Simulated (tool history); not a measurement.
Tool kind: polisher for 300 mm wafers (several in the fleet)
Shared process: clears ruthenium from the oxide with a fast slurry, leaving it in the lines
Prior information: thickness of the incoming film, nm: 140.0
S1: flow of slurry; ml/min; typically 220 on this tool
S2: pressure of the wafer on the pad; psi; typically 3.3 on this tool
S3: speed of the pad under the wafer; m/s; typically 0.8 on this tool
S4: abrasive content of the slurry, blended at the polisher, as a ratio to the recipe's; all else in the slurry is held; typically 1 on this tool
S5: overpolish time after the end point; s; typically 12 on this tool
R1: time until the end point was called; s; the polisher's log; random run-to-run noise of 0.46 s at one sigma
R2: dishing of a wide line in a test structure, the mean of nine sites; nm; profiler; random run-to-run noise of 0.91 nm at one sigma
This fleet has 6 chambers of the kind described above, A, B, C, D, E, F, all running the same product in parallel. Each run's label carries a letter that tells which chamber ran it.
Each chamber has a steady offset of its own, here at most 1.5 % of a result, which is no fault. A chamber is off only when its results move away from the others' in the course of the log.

run,hour,S1,S2,S3,S4,S5,R1,R2
# hour 3.2: chamber A: worn pad replaced by a new one
1E,12.6,220,3.3,0.8,1,12,34.112,38.591
# hour 14.4: chamber D: worn pad replaced by a new one
2C,19.4,220,3.3,0.8,1,12,33.43,40.088
# hour 22.8: chamber E: worn pad replaced by a new one
# hour 27.3: chamber B: worn pad replaced by a new one
3B,30.5,220,3.3,0.8,1,12,32.585,39.715
# hour 35.3: chamber D: slurry blender recalibrated
# hour 35.6: chamber F: worn pad replaced by a new one
4F,40.4,220,3.3,0.8,1,12,33.734,38.501
# hour 48.8: chamber E: slurry blender recalibrated
5D,49.7,220,3.3,0.8,1,12,33.516,39.671
6A,57.2,220,3.3,0.8,1,12,33.73,40.35
7D,69.9,220,3.3,0.8,1,12,33.505,39.148
# hour 77.6: chamber D: worn pad replaced by a new one
# hour 79.5: chamber A: worn pad replaced by a new one
8A,81.7,220,3.3,0.8,1,12,34.214,39.378
# hour 82.1: chamber C: worn pad replaced by a new one
9F,91.2,220,3.3,0.8,1,12,33.869,39.716
# hour 98.7: chamber F: worn pad replaced by a new one
# hour 100.4: chamber E: worn pad replaced by a new one
# hour 102.6: chamber F: slurry blender recalibrated
10E,103.4,220,3.3,0.8,1,12,33.329,40.097
# hour 109.4: chamber B: worn pad replaced by a new one
11C,110.9,220,3.3,0.8,1,12,33.227,38.918
12B,116.8,220,3.3,0.8,1,12,33.815,40.697
13D,126,260,3.3,0.8,1,18,32.688,57.057
# hour 130.3: chamber C: slurry blender recalibrated
14A,134.9,260,3.3,0.8,1,18,35.198,54.555
# hour 135.4: chamber C: slurry nozzle cleaned
15B,141.7,260,3.3,0.8,1,18,32.414,56.467
16E,148.6,260,3.3,0.8,1,18,32.151,57.792
# hour 155.6: chamber D: worn pad replaced by a new one
# hour 156.4: chamber A: worn pad replaced by a new one
17F,158.5,260,3.3,0.8,1,18,32.784,56.732
# hour 161.6: chamber B: slurry nozzle cleaned
# hour 166.2: chamber F: worn pad replaced by a new one
18C,168.9,260,3.3,0.8,1,18,32.512,57.585
# hour 172.6: chamber C: worn pad replaced by a new one
19C,175.4,280,3.3,0.8,1,12,32.289,40.581
# hour 178.5: chamber E: worn pad replaced by a new one
# hour 180.4: chamber D: slurry nozzle cleaned
20B,183,280,3.3,0.8,1,12,32.63,40.165
21F,190.1,280,3.3,0.8,1,12,31.99,40.098
# hour 201.7: chamber B: worn pad replaced by a new one
22D,202.6,280,3.3,0.8,1,12,31.995,41.891
23A,214.1,280,3.3,0.8,1,12,35.612,37.587
24E,220.5,280,3.3,0.8,1,12,32.721,42.388
# hour 220.7: chamber A: worn pad replaced by a new one
# hour 224.2: chamber F: worn pad replaced by a new one
# hour 230.9: chamber D: worn pad replaced by a new one
25A,233.1,220,3.3,0.8,1,12,37.302,36.846
26C,241.3,220,3.3,0.8,1,12,32.616,40.386
# hour 245.5: chamber E: worn pad replaced by a new one
27D,252.7,220,3.3,0.8,1,12,33.989,39.943
# hour 258.8: chamber E: slurry nozzle cleaned
28B,263.9,220,3.3,0.8,1,12,33.674,39.79
29F,271.5,220,3.3,0.8,1,12,33.34,41.367
# hour 274.3: chamber C: worn pad replaced by a new one
30E,283.1,220,3.3,0.8,1,12,34.334,38.86
# hour 287: chamber A: slurry nozzle cleaned
31A,289.3,220,3.3,0.8,1,12,38.507,34.655
# hour 294.8: chamber B: worn pad replaced by a new one
32F,297.3,220,3.3,0.66,1,12,40.447,32.837
# hour 300.2: chamber E: head pressure recalibrated
# hour 303.3: chamber D: worn pad replaced by a new one
# hour 303.7: chamber B: slurry blender recalibrated
33B,304.2,220,3.3,0.66,1,12,40.339,33.051
34C,317,220,3.3,0.66,1,12,39.958,35.26
# hour 321.7: chamber E: worn pad replaced by a new one
35E,325,220,3.3,0.66,1,12,40.698,33.901
36D,333.3,220,3.3,0.66,1,12,39.661,33.228
37C,340,220,3.3,0.66,1,12,40.843,35.206

Read the log: is a single chamber off, either drifting away or since a service, is the gauge that measures every chamber drifting, or is nothing wrong beyond small per-chamber offsets? Name any odd chamber and what most likely caused it.

Chamber A drifts away from the others.
Cause: abrasive missing from the slurry, % = 30.4.

Chamber A could run next with any of the 4 candidate recipes listed below; each alters the usual settings, and their results appear as question marks. Which one brings its results back in line with what the other chambers deliver on the usual settings?
Counts as in line when no further than this from what the other chambers average on the usual settings: R1 1.6 s; R2 3.1 nm
38A-1,349.3,225,3.8,0.9,1.05,12,?,?
38A-2,349.3,220,3.6,0.86,1.05,12,?,?
38A-3,349.3,220,3.1,0.74,0.95,12,?,?
38A-4,349.3,215,2.9,0.7,0.95,12,?,?

What the other chambers average on the usual settings: R1 33.443 s; R2 39.931 nm
run,R1,R2
38A-1,29.738,43.628
38A-2,32.959,39.877
38A-3,47.049,28.961
38A-4,53.367,25.791
38A-2 is the one that brings the chamber's results back in line with the other chambers.
